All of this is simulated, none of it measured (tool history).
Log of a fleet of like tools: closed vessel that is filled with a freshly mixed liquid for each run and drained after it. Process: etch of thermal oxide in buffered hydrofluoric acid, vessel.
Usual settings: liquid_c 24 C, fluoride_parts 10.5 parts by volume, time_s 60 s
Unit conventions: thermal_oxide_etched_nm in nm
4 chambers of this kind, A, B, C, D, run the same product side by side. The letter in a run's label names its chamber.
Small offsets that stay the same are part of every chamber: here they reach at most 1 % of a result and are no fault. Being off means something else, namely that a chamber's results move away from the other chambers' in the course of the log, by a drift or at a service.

| run | day | liquid_c | fluoride_parts | time_s | hours since the thermometer was replaced | hours since the hydrofluoric acid flow meter was replaced | read-back film thickness of the thermal oxide reference wafer, read on the same gauge (nm) | thermal_oxide_etched_nm |
|---|---|---|---|---|---|---|---|---|
| 1C | 0.112 | 24 | 10.5 | 60 | 1333.3 | 1058.6 | 140 | 64.354 |
| 2A | 0.304 | 24 | 10.5 | 60 | 362.3 | 481.9 | 140.01 | 64.683 |
| 3B | 0.475 | 24 | 10.5 | 60 | 326.8 | 880.5 | 140.01 | 63.852 |
| 4D | 0.65 | 24 | 10.5 | 60 | 596.1 | 1160.4 | 139.97 | 64.496 |
| 5B | 0.812 | 24 | 10.5 | 60 | 334.9 | 888.6 | 139.96 | 64.926 |
| 6C | 0.996 | 24 | 10.5 | 60 | 1354.5 | 1079.8 | 140.04 | 65.397 |
| 7A | 1.15 | 24 | 10.5 | 60 | 382.6 | 502.2 | 140 | 64.787 |
|  | 1.279 | chamber C: thermometer replaced |
| 8D | 1.308 | 24 | 10.5 | 60 | 611.9 | 1176.2 | 139.99 | 64.71 |
| 9D | 1.542 | 24 | 10.5 | 60 | 617.5 | 1181.8 | 140.01 | 64.28 |
| 10A | 1.662 | 24 | 10.5 | 60 | 394.9 | 514.5 | 139.97 | 64.846 |
| 11B | 1.775 | 24 | 10.5 | 60 | 358 | 911.7 | 140.01 | 64.098 |
| 12C | 1.979 | 24 | 10.5 | 60 | 16.8 | 1103.4 | 140.01 | 65.521 |
| 13A | 2.138 | 24 | 10.5 | 45 | 406.3 | 525.9 | 139.99 | 48.804 |
| 14C | 2.292 | 24 | 10.5 | 45 | 24.3 | 1110.9 | 139.98 | 48.945 |
| 15B | 2.533 | 24 | 10.5 | 45 | 376.2 | 929.9 | 139.98 | 47.939 |
| 16D | 2.767 | 24 | 10.5 | 45 | 646.9 | 1211.2 | 140.02 | 47.859 |
| 17B | 2.888 | 24 | 10.5 | 60 | 384.7 | 938.4 | 139.99 | 63.821 |
| 18A | 3.008 | 24 | 10.5 | 60 | 427.2 | 546.8 | 140.02 | 65.21 |
| 19D | 3.162 | 24 | 10.5 | 60 | 656.4 | 1220.7 | 140 | 63.155 |
| 20C | 3.358 | 24 | 10.5 | 60 | 49.9 | 1136.5 | 140.02 | 64.69 |
| 21B | 3.542 | 21 | 9 | 60 | 400.4 | 954.1 | 139.96 | 60.843 |
| 22C | 3.708 | 21 | 9 | 60 | 58.3 | 1144.9 | 140.01 | 62.099 |
| 23A | 3.862 | 21 | 9 | 60 | 447.7 | 567.3 | 140.04 | 61.254 |
| 24D | 3.996 | 21 | 9 | 60 | 676.4 | 1240.7 | 139.96 | 60.335 |
| 25D | 4.158 | 24 | 10.5 | 60 | 680.3 | 1244.6 | 140 | 62.333 |
| 26C | 4.271 | 26 | 10.5 | 60 | 71.8 | 1158.4 | 140.02 | 72.387 |
| 27A | 4.388 | 26 | 10.5 | 60 | 460.3 | 579.9 | 139.98 | 71.812 |
| 28B | 4.542 | 26 | 10.5 | 60 | 424.4 | 978.1 | 140 | 72.17 |
| 29B | 4.646 | 26 | 10.5 | 60 | 426.9 | 980.6 | 139.98 | 71.533 |
| 30A | 4.833 | 24 | 10.5 | 35 | 471 | 590.6 | 140.03 | 37.944 |
| 31C | 5 | 24 | 10.5 | 35 | 89.3 | 1175.9 | 139.99 | 37.757 |
| 32D | 5.238 | 24 | 10.5 | 35 | 706.2 | 1270.5 | 140.01 | 36.69 |
| 33C | 5.438 | 24 | 10.5 | 35 | 99.8 | 1186.4 | 140.02 | 37.901 |
| 34B | 5.667 | 24 | 10.5 | 60 | 451.4 | 1005.1 | 139.99 | 64.217 |
| 35A | 5.842 | 24 | 10.5 | 60 | 495.2 | 614.8 | 140.02 | 64.63 |
| 36D | 6.046 | 24 | 10.5 | 60 | 725.6 | 1289.9 | 139.97 | 62.048 |
| 37A | 6.162 | 24 | 10.5 | 60 | 502.9 | 622.5 | 139.93 | 64.907 |
| 38C | 6.396 | 24 | 10.5 | 60 | 122.8 | 1209.4 | 139.97 | 65.09 |

For the next run the whole fleet of 4 chambers uses the same settings. Give each chamber's results:
| 39A | 6.575 | 24 | 10.5 | 75 |  |  |  | ? |
| 39B | 6.575 | 24 | 10.5 | 75 |  |  |  | ? |
| 39C | 6.575 | 24 | 10.5 | 75 |  |  |  | ? |
| 39D | 6.575 | 24 | 10.5 | 75 |  |  |  | ? |

| run | thermal_oxide_etched_nm |
|---|---|
| 39A | 81.106 |
| 39B | 80.198 |
| 39C | 80.744 |
| 39D | 76.497 |
